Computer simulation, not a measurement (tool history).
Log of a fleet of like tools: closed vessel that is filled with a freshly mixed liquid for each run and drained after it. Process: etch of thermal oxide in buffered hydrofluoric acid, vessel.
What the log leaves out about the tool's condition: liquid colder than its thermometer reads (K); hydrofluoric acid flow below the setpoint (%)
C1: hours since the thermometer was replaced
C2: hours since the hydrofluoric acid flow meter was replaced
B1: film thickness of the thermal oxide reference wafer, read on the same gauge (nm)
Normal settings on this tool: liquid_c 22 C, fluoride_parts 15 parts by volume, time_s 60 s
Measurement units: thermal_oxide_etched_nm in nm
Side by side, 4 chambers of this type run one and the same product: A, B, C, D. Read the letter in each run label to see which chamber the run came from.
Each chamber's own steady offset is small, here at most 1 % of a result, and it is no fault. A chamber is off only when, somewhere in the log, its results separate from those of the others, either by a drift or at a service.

{"run": "1C", "day": 0.275, "liquid_c": 22, "fluoride_parts": 15, "time_s": 60, "C1": 1099.6, "C2": 446.7, "B1": 139.94, "thermal_oxide_etched_nm": 39.198}
{"run": "2A", "day": 0.533, "liquid_c": 22, "fluoride_parts": 15, "time_s": 60, "C1": 263.5, "C2": 1132.5, "B1": 140.01, "thermal_oxide_etched_nm": 39.235}
{"run": "3D", "day": 0.762, "liquid_c": 22, "fluoride_parts": 15, "time_s": 60, "C1": 809.2, "C2": 373.7, "B1": 140.01, "thermal_oxide_etched_nm": 39.501}
{"run": "4B", "day": 0.888, "liquid_c": 22, "fluoride_parts": 15, "time_s": 60, "C1": 2476.9, "C2": 555.2, "B1": 140.01, "thermal_oxide_etched_nm": 39.281}
{"run": "5B", "day": 1.133, "liquid_c": 26, "fluoride_parts": 13, "time_s": 60, "C1": 2482.8, "C2": 561.1, "B1": 140.01, "thermal_oxide_etched_nm": 55.903}
{"run": "6C", "day": 1.383, "liquid_c": 26, "fluoride_parts": 13, "time_s": 60, "C1": 1126.2, "C2": 473.3, "B1": 139.99, "thermal_oxide_etched_nm": 56.068}
{"run": "7A", "day": 1.55, "liquid_c": 26, "fluoride_parts": 13, "time_s": 60, "C1": 287.9, "C2": 1156.9, "B1": 139.99, "thermal_oxide_etched_nm": 55.627}
{"run": "8D", "day": 1.692, "liquid_c": 26, "fluoride_parts": 13, "time_s": 60, "C1": 831.5, "C2": 396, "B1": 139.98, "thermal_oxide_etched_nm": 57.016}
{"run": "9B", "day": 1.883, "liquid_c": 22, "fluoride_parts": 15, "time_s": 60, "C1": 2500.8, "C2": 579.1, "B1": 139.98, "thermal_oxide_etched_nm": 39.458}
{"run": "10A", "day": 2.033, "liquid_c": 22, "fluoride_parts": 15, "time_s": 60, "C1": 299.5, "C2": 1168.5, "B1": 140.01, "thermal_oxide_etched_nm": 39.154}
{"run": "11D", "day": 2.233, "liquid_c": 25, "fluoride_parts": 19.5, "time_s": 60, "C1": 844.5, "C2": 409, "B1": 139.95, "thermal_oxide_etched_nm": 36.144}
{"run": "12C", "day": 2.483, "liquid_c": 25, "fluoride_parts": 19.5, "time_s": 60, "C1": 1152.6, "C2": 499.7, "B1": 140.01, "thermal_oxide_etched_nm": 36.034}
{"run": "13B", "day": 2.717, "liquid_c": 25, "fluoride_parts": 19.5, "time_s": 60, "C1": 2520.8, "C2": 599.1, "B1": 140, "thermal_oxide_etched_nm": 35.849}
{"run": "14A", "day": 2.988, "liquid_c": 25, "fluoride_parts": 19.5, "time_s": 60, "C1": 322.4, "C2": 1191.4, "B1": 140.04, "thermal_oxide_etched_nm": 35.602}
{"run": "15C", "day": 3.129, "liquid_c": 22, "fluoride_parts": 15, "time_s": 60, "C1": 1168.1, "C2": 515.2, "B1": 140.06, "thermal_oxide_etched_nm": 39.41}
{"run": "16D", "day": 3.396, "liquid_c": 22, "fluoride_parts": 15, "time_s": 60, "C1": 872.4, "C2": 436.9, "B1": 139.97, "thermal_oxide_etched_nm": 39.218}
{"run": "17C", "day": 3.625, "liquid_c": 22, "fluoride_parts": 15, "time_s": 60, "C1": 1180, "C2": 527.1, "B1": 140, "thermal_oxide_etched_nm": 39.162}
{"run": "18B", "day": 3.796, "liquid_c": 22, "fluoride_parts": 15, "time_s": 60, "C1": 2546.7, "C2": 625, "B1": 139.98, "thermal_oxide_etched_nm": 39.479}
{"run": "19A", "day": 4.038, "liquid_c": 22, "fluoride_parts": 15, "time_s": 60, "C1": 347.6, "C2": 1216.6, "B1": 140.01, "thermal_oxide_etched_nm": 39.283}
{"run": "20D", "day": 4.204, "liquid_c": 19, "fluoride_parts": 19, "time_s": 60, "C1": 891.8, "C2": 456.3, "B1": 140.02, "thermal_oxide_etched_nm": 26.042}
{"run": "21D", "day": 4.425, "liquid_c": 19, "fluoride_parts": 19, "time_s": 60, "C1": 897.1, "C2": 461.6, "B1": 140.02, "thermal_oxide_etched_nm": 25.887}
{"run": "22C", "day": 4.633, "liquid_c": 19, "fluoride_parts": 19, "time_s": 60, "C1": 1204.2, "C2": 551.3, "B1": 140.02, "thermal_oxide_etched_nm": 26.402}
{"run": "23A", "day": 4.85, "liquid_c": 19, "fluoride_parts": 19, "time_s": 60, "C1": 367.1, "C2": 1236.1, "B1": 140.02, "thermal_oxide_etched_nm": 26.198}
{"run": "24B", "day": 5.1, "liquid_c": 25.5, "fluoride_parts": 12.5, "time_s": 60, "C1": 2578, "C2": 656.3, "B1": 139.96, "thermal_oxide_etched_nm": 56.887}
{"run": "25D", "day": 5.25, "liquid_c": 25.5, "fluoride_parts": 12.5, "time_s": 60, "C1": 916.9, "C2": 481.4, "B1": 139.97, "thermal_oxide_etched_nm": 56.338}
{"run": "26B", "day": 5.492, "liquid_c": 25.5, "fluoride_parts": 12.5, "time_s": 60, "C1": 2587.4, "C2": 665.7, "B1": 140, "thermal_oxide_etched_nm": 56.542}
{"run": "27A", "day": 5.625, "liquid_c": 25.5, "fluoride_parts": 12.5, "time_s": 60, "C1": 385.7, "C2": 1254.7, "B1": 140.01, "thermal_oxide_etched_nm": 56.244}
{"run": "28C", "day": 5.892, "liquid_c": 22, "fluoride_parts": 15, "time_s": 60, "C1": 1234.4, "C2": 581.5, "B1": 139.95, "thermal_oxide_etched_nm": 39.29}
{"run": "29C", "day": 6.025, "liquid_c": 22, "fluoride_parts": 15, "time_s": 60, "C1": 1237.6, "C2": 584.7, "B1": 139.99, "thermal_oxide_etched_nm": 39.388}
{"run": "30D", "day": 6.267, "liquid_c": 22, "fluoride_parts": 15, "time_s": 60, "C1": 941.3, "C2": 505.8, "B1": 139.99, "thermal_oxide_etched_nm": 37.95}
{"run": "31A", "day": 6.388, "liquid_c": 22, "fluoride_parts": 15, "time_s": 60, "C1": 404, "C2": 1273, "B1": 140.02, "thermal_oxide_etched_nm": 39.21}
{"run": "32B", "day": 6.575, "liquid_c": 22, "fluoride_parts": 15, "time_s": 60, "C1": 2613.4, "C2": 691.7, "B1": 139.97, "thermal_oxide_etched_nm": 39.299}
{"run": "33C", "day": 6.808, "liquid_c": 22, "fluoride_parts": 15, "time_s": 60, "C1": 1256.4, "C2": 603.5, "B1": 140.01, "thermal_oxide_etched_nm": 39.389}
{"run": "34B", "day": 6.975, "liquid_c": 22, "fluoride_parts": 15, "time_s": 60, "C1": 2623, "C2": 701.3, "B1": 140.03, "thermal_oxide_etched_nm": 39.4}

Is one chamber off against the others, does the gauge drift, or is nothing wrong? If a chamber is off, say which, and what the likeliest cause is.

Chamber D drifts away from the others.
Cause: liquid colder than its thermometer reads (K) = 0.709.
With only this log, it may be confused with: hydrofluoric acid flow below the setpoint (%).

Chamber D could run next with any of the 4 candidate recipes listed below; each alters the usual settings, and their results appear as question marks. Which one brings its results back in line with what the other chambers deliver on the usual settings?
A result is in line if it is within this distance of the other chambers' mean on the usual settings: thermal_oxide_etched_nm 0.61 nm
{"run": "35D-1", "day": 7.171, "liquid_c": 22, "fluoride_parts": 15.5, "time_s": 60, "thermal_oxide_etched_nm": "?"}
{"run": "35D-2", "day": 7.171, "liquid_c": 22, "fluoride_parts": 14.5, "time_s": 60, "thermal_oxide_etched_nm": "?"}
{"run": "35D-3", "day": 7.171, "liquid_c": 23, "fluoride_parts": 15, "time_s": 60, "thermal_oxide_etched_nm": "?"}
{"run": "35D-4", "day": 7.171, "liquid_c": 21, "fluoride_parts": 15, "time_s": 60, "thermal_oxide_etched_nm": "?"}

The mean the other chambers reach with the usual settings: thermal_oxide_etched_nm 39.204 nm
run=35D-1 thermal_oxide_etched_nm=36.857
run=35D-2 thermal_oxide_etched_nm=39.392
run=35D-3 thermal_oxide_etched_nm=40.296
run=35D-4 thermal_oxide_etched_nm=35.995
With 35D-2, the chamber falls back in line with the rest.

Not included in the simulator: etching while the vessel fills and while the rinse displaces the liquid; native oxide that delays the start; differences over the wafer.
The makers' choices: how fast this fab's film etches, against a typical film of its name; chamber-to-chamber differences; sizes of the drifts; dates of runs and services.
